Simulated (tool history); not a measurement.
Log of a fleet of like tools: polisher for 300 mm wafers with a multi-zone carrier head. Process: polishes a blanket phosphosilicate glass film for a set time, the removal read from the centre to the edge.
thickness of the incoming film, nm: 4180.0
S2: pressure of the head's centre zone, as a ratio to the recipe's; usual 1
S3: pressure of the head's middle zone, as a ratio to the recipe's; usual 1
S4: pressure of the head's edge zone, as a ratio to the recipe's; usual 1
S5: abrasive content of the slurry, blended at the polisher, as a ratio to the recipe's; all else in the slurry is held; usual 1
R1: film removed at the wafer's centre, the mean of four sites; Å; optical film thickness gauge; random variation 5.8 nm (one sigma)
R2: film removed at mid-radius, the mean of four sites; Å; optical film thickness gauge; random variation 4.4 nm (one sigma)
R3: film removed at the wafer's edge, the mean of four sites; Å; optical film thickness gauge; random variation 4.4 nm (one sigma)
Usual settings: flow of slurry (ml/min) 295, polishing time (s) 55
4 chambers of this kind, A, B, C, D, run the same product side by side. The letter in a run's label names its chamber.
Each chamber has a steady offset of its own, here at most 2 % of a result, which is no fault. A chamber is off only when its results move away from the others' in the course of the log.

Run 1D, day 0.529: usual settings. Result: R1 4692.8 Å, R2 4741.7 Å, R3 4679.4 Å.
Run 2C, day 0.888: usual settings. Result: R1 4679 Å, R2 4662.3 Å, R3 4728.1 Å.
Run 3B, day 1.533: usual settings. Result: R1 4757 Å, R2 4505 Å, R3 4578.8 Å.
Run 4A, day 2.225: usual settings. Result: R1 4666.1 Å, R2 4634.4 Å, R3 4740.4 Å.
At day 2.446: chamber D: worn pad replaced by a new one.
Run 5A, day 2.85: usual settings but flow of slurry (ml/min) 195. Result: R1 4501.1 Å, R2 4450.3 Å, R3 4507.7 Å.
At day 3.317: chamber B: slurry nozzle cleaned.
At day 3.417: chamber A: worn pad replaced by a new one.
Run 6C, day 3.492: usual settings but flow of slurry (ml/min) 195. Result: R1 4430.5 Å, R2 4555 Å, R3 4486.7 Å.
At day 3.546: chamber D: edge zone pressure recalibrated.
Run 7D, day 3.854: usual settings but flow of slurry (ml/min) 195. Result: R1 4369.4 Å, R2 4419.6 Å, R3 4586.7 Å.
At day 4.162: chamber C: worn pad replaced by a new one.
Run 8B, day 4.354: usual settings but flow of slurry (ml/min) 195. Result: R1 4433.8 Å, R2 4369.1 Å, R3 4533.8 Å.
Run 9A, day 4.675: usual settings. Result: R1 4696.3 Å, R2 4682.8 Å, R3 4748.5 Å.
Run 10B, day 5.112: usual settings. Result: R1 4649.7 Å, R2 4537.7 Å, R3 4672.2 Å.
Run 11C, day 5.558: usual settings but S2 0.88. Result: R1 4167.4 Å, R2 4664.8 Å, R3 4698.9 Å.
Run 12D, day 5.992: usual settings but S2 0.88. Result: R1 4067.6 Å, R2 4684.3 Å, R3 4626.2 Å.
Run 13A, day 6.367: usual settings but S2 0.88. Result: R1 4064.4 Å, R2 4682.8 Å, R3 4626.5 Å.
At day 6.733: chamber D: worn pad replaced by a new one.
Run 14D, day 6.879: usual settings but S2 0.88. Result: R1 3992.3 Å, R2 4656.5 Å, R3 4671.3 Å.
At day 7.2: chamber A: worn pad replaced by a new one.
Run 15B, day 7.446: usual settings. Result: R1 4614.4 Å, R2 4516.5 Å, R3 4631.7 Å.
Run 16C, day 8.008: usual settings. Result: R1 4677.1 Å, R2 4722 Å, R3 4730.5 Å.
At day 8.208: chamber D: centre zone pressure recalibrated.
Run 17C, day 8.625: usual settings. Result: R1 4705.6 Å, R2 4769.5 Å, R3 4627.2 Å.
Run 18A, day 9.021: usual settings. Result: R1 4692.7 Å, R2 4710.3 Å, R3 4653.3 Å.
Run 19B, day 9.654: usual settings. Result: R1 4550.8 Å, R2 4523.4 Å, R3 4627.2 Å.
At day 10.104: chamber C: worn pad replaced by a new one.
At day 10.233: chamber D: worn pad replaced by a new one.
Run 20D, day 10.288: usual settings. Result: R1 4722.6 Å, R2 4666.2 Å, R3 4699.3 Å.
At day 10.604: chamber D: slurry nozzle cleaned.
At day 10.858: chamber A: worn pad replaced by a new one.
Run 21D, day 10.888: usual settings. Result: R1 4703.7 Å, R2 4683.7 Å, R3 4704.2 Å.
Run 22B, day 11.525: usual settings. Result: R1 4593.2 Å, R2 4410.4 Å, R3 4426.2 Å.
Run 23A, day 12.192: usual settings. Result: R1 4718.9 Å, R2 4636.3 Å, R3 4709.6 Å.
At day 12.4: chamber C: edge zone pressure recalibrated.
Run 24C, day 12.562: usual settings. Result: R1 4696.8 Å, R2 4690 Å, R3 4669.9 Å.
Run 25B, day 13.1: usual settings. Result: R1 4414.5 Å, R2 4330.4 Å, R3 4476.4 Å.
At day 13.562: chamber D: worn pad replaced by a new one.
Run 26D, day 13.721: usual settings. Result: R1 4729 Å, R2 4657.5 Å, R3 4648.5 Å.
Run 27C, day 14.25: usual settings. Result: R1 4650.2 Å, R2 4732.5 Å, R3 4600.1 Å.
At day 14.438: chamber A: worn pad replaced by a new one.
Run 28A, day 14.904: usual settings. Result: R1 4702.1 Å, R2 4718.3 Å, R3 4664.6 Å.
At day 15.183: chamber A: slurry nozzle cleaned.
Run 29D, day 15.25: usual settings. Result: R1 4724.2 Å, R2 4672.1 Å, R3 4626.6 Å.
At day 15.533: chamber A: edge zone pressure recalibrated.
Run 30C, day 15.888: usual settings. Result: R1 4666 Å, R2 4686.9 Å, R3 4707.7 Å.
At day 16.15: chamber A: centre zone pressure recalibrated.
At day 16.375: chamber C: worn pad replaced by a new one.
Run 31B, day 16.429: usual settings. Result: R1 4409.5 Å, R2 4233.8 Å, R3 4336.1 Å.
Run 32A, day 16.917: usual settings. Result: R1 4718.4 Å, R2 4620.7 Å, R3 4664.1 Å.
At day 17.329: chamber D: worn pad replaced by a new one.
Run 33A, day 17.379: usual settings. Result: R1 4724.8 Å, R2 4622.7 Å, R3 4657.5 Å.
Run 34D, day 17.879: usual settings. Result: R1 4745.3 Å, R2 4678.8 Å, R3 4668.6 Å.
Run 35B, day 18.362: usual settings. Result: R1 4281.1 Å, R2 4198.3 Å, R3 4242.7 Å.
Run 36C, day 18.95: usual settings. Result: R1 4666.7 Å, R2 4703.2 Å, R3 4635.2 Å.

Is one chamber off against the others, does the gauge drift, or is nothing wrong? If a chamber is off, say which, and what the likeliest cause is.

Chamber B drifts away from the others.
Cause: removal rate lost through wear of the pad, % = 8.73.

Here are 4 candidates for chamber B's next run, each the usual settings with a change, their results left as question marks. Which one brings its results back in line with what the others give on the usual settings?
In line means no further than this from the other chambers' mean on the usual settings: R1 200 Å; R2 150 Å; R3 150 Å
Run 37B-1, day 19.446: usual settings but flow of slurry (ml/min) 305, S3 1.04, S4 0.99, S5 1.05, polishing time (s) 67. Result: R1 ?, R2 ?, R3 ?.
Run 37B-2, day 19.446: usual settings but flow of slurry (ml/min) 285, S2 1.01, S3 0.96, S4 1.01, S5 0.95, polishing time (s) 45. Result: R1 ?, R2 ?, R3 ?.
Run 37B-3, day 19.446: usual settings but flow of slurry (ml/min) 300, S3 1.02, S5 1.05, polishing time (s) 60. Result: R1 ?, R2 ?, R3 ?.
Run 37B-4, day 19.446: usual settings but flow of slurry (ml/min) 290, S3 0.98, S5 0.95, polishing time (s) 51. Result: R1 ?, R2 ?, R3 ?.

The other chambers' mean on the usual settings: R1 4695.3 Å; R2 4682.5 Å; R3 4685.7 Å
  run      R1      R2      R3
37B-1    5309  5376.3  5289.7
37B-2  3413.6    3182  3414.9
37B-3  4744.1  4720.8  4756.8
37B-4  3836.1  3682.5  3854.9
37B-3 brings the chamber back in line.
